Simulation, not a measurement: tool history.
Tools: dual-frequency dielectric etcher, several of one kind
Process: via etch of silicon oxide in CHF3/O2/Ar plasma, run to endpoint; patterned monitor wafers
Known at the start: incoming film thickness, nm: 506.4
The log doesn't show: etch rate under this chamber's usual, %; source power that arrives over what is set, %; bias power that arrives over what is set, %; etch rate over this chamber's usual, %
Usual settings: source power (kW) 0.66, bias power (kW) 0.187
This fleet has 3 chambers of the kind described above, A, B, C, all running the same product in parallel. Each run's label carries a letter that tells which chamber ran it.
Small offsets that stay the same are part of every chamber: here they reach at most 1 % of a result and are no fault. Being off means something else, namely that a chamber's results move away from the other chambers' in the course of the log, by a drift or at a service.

run    day  source power (kW)  bias power (kW)  hours since the last wet clean  hours since the last source power generator calibration  hours since the last bias power generator calibration  endpoint time (s)
 1C  0.258               0.66            0.187                           113.7                                                    633.5                                                 1415.5             245.93
 2A  0.604               0.66            0.187                           262.7                                                    248.7                                                 2083.7             243.46
 3B  0.829               0.66            0.187                            35.7                                                   1674.4                                                   93.8              243.8
 4A    1.1               0.66            0.187                           274.6                                                    260.6                                                 2095.6             244.03
 5B  1.275               0.66            0.187                            46.4                                                   1685.1                                                  104.5             243.33
 6C  1.638               0.66            0.187                           146.8                                                    666.6                                                 1448.6             244.49
 7C  1.858               0.66            0.187                           152.1                                                    671.9                                                 1453.9             245.26
 8A  2.133               0.78            0.163                           299.4                                                    285.4                                                 2120.4             240.15
 9B   2.35               0.78            0.163                            72.2                                                   1710.9                                                  130.3             237.62
10C  2.583               0.78            0.163                           169.5                                                    689.3                                                 1471.3             240.18
11B  2.925               0.66            0.187                              86                                                   1724.7                                                  144.1             243.99
12A  3.142               0.53            0.187                           323.6                                                    309.6                                                 2144.6             270.41
13C  3.408               0.53            0.187                           189.3                                                    709.1                                                 1491.1             268.33
14B  3.679               0.53            0.187                           104.1                                                   1742.8                                                  162.2             265.24
15A  3.929               0.66            0.187                           342.5                                                    328.5                                                 2163.5             249.26
16B  4.146               0.61            0.172                           115.3                                                     1754                                                  173.4              257.8
17A  4.454               0.61            0.172                           355.1                                                    341.1                                                 2176.1             266.87
18C  4.679               0.61            0.172                           219.8                                                    739.6                                                 1521.6             259.67
19B  4.971               0.66            0.187                           135.1                                                   1773.8                                                  193.2             244.06
20A  5.321               0.66            0.187                           375.9                                                    361.9                                                 2196.9             250.86

Read the log: is a single chamber off, either drifting away or since a service, is the gauge that measures every chamber drifting, or is nothing wrong beyond small per-chamber offsets? Name any odd chamber and what most likely caused it.

Chamber A drifts away from the others.
Cause: etch rate under this chamber's usual, % = 3.91.

Chamber A could run next with any of the 4 candidate recipes listed below; each alters the usual settings, and their results appear as question marks. Which one brings its results back in line with what the other chambers deliver on the usual settings?
To be in line, a result may differ from the other chambers' mean on the usual settings by at most: endpoint time (s) 2.9
21A-1  5.592               0.57            0.187                                                                                                                                                                  ?
21A-2  5.592               0.76            0.187                                                                                                                                                                  ?
21A-3  5.592               0.71            0.187                                                                                                                                                                  ?
21A-4  5.592               0.63            0.179                                                                                                                                                                  ?

Mean of the other chambers on the usual settings: endpoint time (s) 244.21
  run  endpoint time (s)
21A-1             267.02
21A-2             238.81
21A-3             245.21
21A-4             260.65
With 21A-3, the chamber falls back in line with the rest.
